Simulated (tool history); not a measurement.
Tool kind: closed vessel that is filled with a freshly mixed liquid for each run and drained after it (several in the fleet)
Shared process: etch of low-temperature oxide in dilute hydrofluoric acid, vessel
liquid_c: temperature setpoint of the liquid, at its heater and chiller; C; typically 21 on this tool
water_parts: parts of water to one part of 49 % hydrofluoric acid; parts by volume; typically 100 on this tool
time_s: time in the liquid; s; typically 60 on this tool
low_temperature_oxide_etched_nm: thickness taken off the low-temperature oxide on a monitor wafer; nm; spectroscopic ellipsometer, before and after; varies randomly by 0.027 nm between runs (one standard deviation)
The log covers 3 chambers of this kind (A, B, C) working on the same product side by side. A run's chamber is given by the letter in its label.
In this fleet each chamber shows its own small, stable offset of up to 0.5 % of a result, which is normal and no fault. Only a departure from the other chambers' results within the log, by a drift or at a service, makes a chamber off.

run	hour	liquid_c	water_parts	time_s	read-back film thickness of the low-temperature oxide reference wafer, read on the same gauge (nm)	low_temperature_oxide_etched_nm
1A	11.5	21	100	60	99.956	5.7791
2C	22.5	21	100	60	100.01	5.7624
3B	30.8	21	100	60	99.987	5.8549
4C	43.8	21	100	60	100.01	5.7485
# hour 50.4: chamber B: thermometer replaced
5A	55.4	21	100	60	99.95	5.7619
6B	65.7	21	100	60	100.04	5.8044
7B	74.5	21	100	45	99.989	4.3411
8C	86.9	21	100	45	99.996	4.3302
9A	99.5	21	100	45	100	4.3592
10A	110.4	21	100	60	99.985	5.7892
11C	124	21	100	60	99.983	5.7391
12B	130.9	21	100	60	100.03	5.8309
13B	139.7	21	100	60	99.958	5.8039
14C	147.9	21	100	60	100	5.773
15A	159.4	21	100	60	99.979	5.7935
16A	170.5	21	100	60	100	5.7425
17B	177.2	21	100	60	100.06	5.791
18C	185.9	21	100	60	99.945	5.8206
19A	196.1	25.5	100	60	99.968	6.9422
20C	206.1	25.5	100	60	99.989	7.0074
21B	217.1	25.5	100	60	100.04	6.9213
22A	230.7	21	100	60	99.95	5.8021
23C	239.9	21	100	60	99.96	5.7936
24B	250.4	21	100	60	99.979	5.7751
25B	260.6	21	100	60	100.03	5.7482
26C	268	21	130	60	99.981	4.3601
27A	276.6	21	130	60	100.02	4.3221
28B	290.9	21	130	60	99.969	4.3445
29C	305	21	100	60	100.02	5.9445
30A	316.3	21	100	60	99.985	5.8172
31A	328.4	21	100	60	100.01	5.7647
32C	337.5	21	100	60	100.05	6.0324
33B	349.4	21	100	60	100.04	5.8669
34B	359.1	21	100	60	99.966	5.7644
35C	366.8	21	100	60	99.97	6.003
36A	375.7	24	80	60	100.02	8.4001
37B	386.1	24	80	60	100.02	8.3908
38A	394.1	24	80	60	100.02	8.3316
39C	404.2	21	100	60	100.01	6.0491

All 3 chambers run these settings next. Forecast each chamber's results:
40A	414.5	21	50	60		?
40B	414.5	21	50	60		?
40C	414.5	21	50	60		?

run	low_temperature_oxide_etched_nm
40A	12.352
40B	12.33
40C	13.125
